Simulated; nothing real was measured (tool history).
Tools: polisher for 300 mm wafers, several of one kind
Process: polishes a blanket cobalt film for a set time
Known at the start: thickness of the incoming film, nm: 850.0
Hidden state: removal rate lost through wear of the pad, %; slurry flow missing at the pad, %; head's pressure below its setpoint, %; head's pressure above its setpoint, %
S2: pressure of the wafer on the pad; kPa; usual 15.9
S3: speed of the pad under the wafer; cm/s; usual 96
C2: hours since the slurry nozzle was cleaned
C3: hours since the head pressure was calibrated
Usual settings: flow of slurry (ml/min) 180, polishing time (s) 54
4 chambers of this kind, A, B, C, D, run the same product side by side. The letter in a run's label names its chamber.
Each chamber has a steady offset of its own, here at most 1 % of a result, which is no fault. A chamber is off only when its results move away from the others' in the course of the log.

{"run": "1C", "day": 0.1, "flow of slurry (ml/min)": 180, "S2": 15.9, "S3": 96, "polishing time (s)": 54, "wafers polished on this pad": 762, "C2": 54.3, "C3": 323.1, "film removed (angstrom)": 2931.5}
{"day": 0.262, "done": "chamber D: worn pad replaced by a new one"}
{"run": "2D", "day": 0.275, "flow of slurry (ml/min)": 180, "S2": 15.9, "S3": 96, "polishing time (s)": 54, "wafers polished on this pad": 3, "C2": 327.2, "C3": 1242.1, "film removed (angstrom)": 2969.1}
{"run": "3A", "day": 0.358, "flow of slurry (ml/min)": 180, "S2": 15.9, "S3": 96, "polishing time (s)": 54, "wafers polished on this pad": 1346, "C2": 233.1, "C3": 93.6, "film removed (angstrom)": 2900.6}
{"run": "4B", "day": 0.517, "flow of slurry (ml/min)": 180, "S2": 15.9, "S3": 96, "polishing time (s)": 54, "wafers polished on this pad": 910, "C2": 203.7, "C3": 981.2, "film removed (angstrom)": 2880.4}
{"run": "5D", "day": 0.629, "flow of slurry (ml/min)": 180, "S2": 15.9, "S3": 96, "polishing time (s)": 54, "wafers polished on this pad": 97, "C2": 335.7, "C3": 1250.6, "film removed (angstrom)": 3019.5}
{"run": "6B", "day": 0.762, "flow of slurry (ml/min)": 180, "S2": 15.9, "S3": 96, "polishing time (s)": 54, "wafers polished on this pad": 975, "C2": 209.6, "C3": 987.1, "film removed (angstrom)": 2973.4}
{"run": "7A", "day": 0.933, "flow of slurry (ml/min)": 180, "S2": 15.9, "S3": 96, "polishing time (s)": 54, "wafers polished on this pad": 1499, "C2": 246.9, "C3": 107.4, "film removed (angstrom)": 2914.7}
{"day": 1.012, "done": "chamber A: worn pad replaced by a new one"}
{"run": "8C", "day": 1.067, "flow of slurry (ml/min)": 180, "S2": 15.9, "S3": 96, "polishing time (s)": 54, "wafers polished on this pad": 1019, "C2": 77.5, "C3": 346.3, "film removed (angstrom)": 2893.0}
{"run": "9A", "day": 1.188, "flow of slurry (ml/min)": 180, "S2": 15.9, "S3": 96, "polishing time (s)": 54, "wafers polished on this pad": 47, "C2": 253.0, "C3": 113.5, "film removed (angstrom)": 2968.0}
{"run": "10C", "day": 1.312, "flow of slurry (ml/min)": 180, "S2": 15.9, "S3": 96, "polishing time (s)": 54, "wafers polished on this pad": 1084, "C2": 83.4, "C3": 352.2, "film removed (angstrom)": 2912.4}
{"run": "11B", "day": 1.417, "flow of slurry (ml/min)": 180, "S2": 15.9, "S3": 96, "polishing time (s)": 54, "wafers polished on this pad": 1149, "C2": 225.3, "C3": 1002.8, "film removed (angstrom)": 2912.7}
{"run": "12D", "day": 1.517, "flow of slurry (ml/min)": 180, "S2": 15.9, "S3": 96, "polishing time (s)": 54, "wafers polished on this pad": 333, "C2": 357.0, "C3": 1271.9, "film removed (angstrom)": 2908.1}
{"run": "13B", "day": 1.629, "flow of slurry (ml/min)": 180, "S2": 15.9, "S3": 96, "polishing time (s)": 54, "wafers polished on this pad": 1205, "C2": 230.4, "C3": 1007.9, "film removed (angstrom)": 2873.6}
{"run": "14A", "day": 1.796, "flow of slurry (ml/min)": 180, "S2": 15.9, "S3": 96, "polishing time (s)": 54, "wafers polished on this pad": 209, "C2": 267.6, "C3": 128.1, "film removed (angstrom)": 2908.5}
{"day": 1.821, "done": "chamber C: worn pad replaced by a new one"}
{"day": 1.854, "done": "chamber B: worn pad replaced by a new one"}
{"day": 1.921, "done": "chamber D: head pressure recalibrated"}
{"run": "15C", "day": 1.958, "flow of slurry (ml/min)": 180, "S2": 15.9, "S3": 66, "polishing time (s)": 43, "wafers polished on this pad": 37, "C2": 98.9, "C3": 367.7, "film removed (angstrom)": 1623.0}
{"run": "16D", "day": 2.075, "flow of slurry (ml/min)": 180, "S2": 15.9, "S3": 66, "polishing time (s)": 43, "wafers polished on this pad": 481, "C2": 370.4, "C3": 3.8, "film removed (angstrom)": 1644.3}
{"run": "17D", "day": 2.162, "flow of slurry (ml/min)": 180, "S2": 15.9, "S3": 66, "polishing time (s)": 43, "wafers polished on this pad": 504, "C2": 372.5, "C3": 5.9, "film removed (angstrom)": 1606.4}
{"run": "18A", "day": 2.312, "flow of slurry (ml/min)": 180, "S2": 15.9, "S3": 66, "polishing time (s)": 43, "wafers polished on this pad": 346, "C2": 280.0, "C3": 140.5, "film removed (angstrom)": 1564.7}
{"run": "19C", "day": 2.45, "flow of slurry (ml/min)": 180, "S2": 15.9, "S3": 96, "polishing time (s)": 54, "wafers polished on this pad": 168, "C2": 110.7, "C3": 379.5, "film removed (angstrom)": 2905.5}
{"day": 2.525, "done": "chamber D: worn pad replaced by a new one"}
{"run": "20B", "day": 2.625, "flow of slurry (ml/min)": 180, "S2": 14.5, "S3": 96, "polishing time (s)": 41, "wafers polished on this pad": 205, "C2": 254.3, "C3": 1031.8, "film removed (angstrom)": 2028.3}
{"run": "21C", "day": 2.742, "flow of slurry (ml/min)": 180, "S2": 14.5, "S3": 96, "polishing time (s)": 41, "wafers polished on this pad": 245, "C2": 117.7, "C3": 386.5, "film removed (angstrom)": 2025.7}
{"run": "22B", "day": 2.871, "flow of slurry (ml/min)": 180, "S2": 14.5, "S3": 96, "polishing time (s)": 41, "wafers polished on this pad": 271, "C2": 260.2, "C3": 1037.7, "film removed (angstrom)": 2034.9}
{"run": "23D", "day": 3.012, "flow of slurry (ml/min)": 180, "S2": 14.5, "S3": 96, "polishing time (s)": 41, "wafers polished on this pad": 130, "C2": 392.9, "C3": 26.3, "film removed (angstrom)": 2039.6}
{"run": "24A", "day": 3.092, "flow of slurry (ml/min)": 180, "S2": 15.9, "S3": 96, "polishing time (s)": 54, "wafers polished on this pad": 553, "C2": 298.7, "C3": 159.2, "film removed (angstrom)": 2878.6}
{"run": "25D", "day": 3.242, "flow of slurry (ml/min)": 180, "S2": 15.9, "S3": 96, "polishing time (s)": 54, "wafers polished on this pad": 191, "C2": 398.4, "C3": 31.8, "film removed (angstrom)": 2948.5}
{"run": "26C", "day": 3.4, "flow of slurry (ml/min)": 180, "S2": 11.0, "S3": 124, "polishing time (s)": 54, "wafers polished on this pad": 420, "C2": 133.5, "C3": 402.3, "film removed (angstrom)": 2626.0}
{"run": "27B", "day": 3.558, "flow of slurry (ml/min)": 180, "S2": 11.0, "S3": 124, "polishing time (s)": 54, "wafers polished on this pad": 453, "C2": 276.7, "C3": 1054.2, "film removed (angstrom)": 2631.7}
{"run": "28A", "day": 3.638, "flow of slurry (ml/min)": 180, "S2": 11.0, "S3": 124, "polishing time (s)": 54, "wafers polished on this pad": 698, "C2": 311.8, "C3": 172.3, "film removed (angstrom)": 2602.0}
{"run": "29B", "day": 3.792, "flow of slurry (ml/min)": 180, "S2": 11.0, "S3": 124, "polishing time (s)": 54, "wafers polished on this pad": 515, "C2": 282.3, "C3": 1059.8, "film removed (angstrom)": 2661.3}
{"day": 3.867, "done": "chamber B: slurry nozzle cleaned"}
{"run": "30C", "day": 3.912, "flow of slurry (ml/min)": 180, "S2": 15.9, "S3": 96, "polishing time (s)": 54, "wafers polished on this pad": 556, "C2": 145.8, "C3": 414.6, "film removed (angstrom)": 2899.3}
{"run": "31A", "day": 4.012, "flow of slurry (ml/min)": 180, "S2": 15.9, "S3": 96, "polishing time (s)": 54, "wafers polished on this pad": 797, "C2": 320.8, "C3": 181.3, "film removed (angstrom)": 2885.0}
{"run": "32D", "day": 4.171, "flow of slurry (ml/min)": 180, "S2": 15.9, "S3": 96, "polishing time (s)": 54, "wafers polished on this pad": 438, "C2": 420.7, "C3": 54.1, "film removed (angstrom)": 2926.5}
{"run": "33C", "day": 4.321, "flow of slurry (ml/min)": 180, "S2": 15.9, "S3": 96, "polishing time (s)": 54, "wafers polished on this pad": 665, "C2": 155.6, "C3": 424.4, "film removed (angstrom)": 2881.5}
{"run": "34D", "day": 4.442, "flow of slurry (ml/min)": 180, "S2": 15.9, "S3": 96, "polishing time (s)": 54, "wafers polished on this pad": 510, "C2": 427.2, "C3": 60.6, "film removed (angstrom)": 2951.1}
{"run": "35A", "day": 4.529, "flow of slurry (ml/min)": 180, "S2": 15.9, "S3": 96, "polishing time (s)": 54, "wafers polished on this pad": 935, "C2": 333.2, "C3": 193.7, "film removed (angstrom)": 2791.6}
{"run": "36B", "day": 4.7, "flow of slurry (ml/min)": 180, "S2": 15.9, "S3": 96, "polishing time (s)": 54, "wafers polished on this pad": 757, "C2": 20.1, "C3": 1081.6, "film removed (angstrom)": 2857.6}
{"run": "37C", "day": 4.871, "flow of slurry (ml/min)": 180, "S2": 15.9, "S3": 96, "polishing time (s)": 54, "wafers polished on this pad": 811, "C2": 168.8, "C3": 437.6, "film removed (angstrom)": 2939.4}

Next, every chamber runs the same settings. What will each give?
{"run": "38A", "day": 5.0, "flow of slurry (ml/min)": 180, "S2": 15.9, "S3": 116, "polishing time (s)": 54, "film removed (angstrom)": "?"}
{"run": "38B", "day": 5.0, "flow of slurry (ml/min)": 180, "S2": 15.9, "S3": 116, "polishing time (s)": 54, "film removed (angstrom)": "?"}
{"run": "38C", "day": 5.0, "flow of slurry (ml/min)": 180, "S2": 15.9, "S3": 116, "polishing time (s)": 54, "film removed (angstrom)": "?"}
{"run": "38D", "day": 5.0, "flow of slurry (ml/min)": 180, "S2": 15.9, "S3": 116, "polishing time (s)": 54, "film removed (angstrom)": "?"}

run=38A film_removed_(angstrom)=3300.1
run=38B film_removed_(angstrom)=3578.6
run=38C film_removed_(angstrom)=3563.1
run=38D film_removed_(angstrom)=3569.9
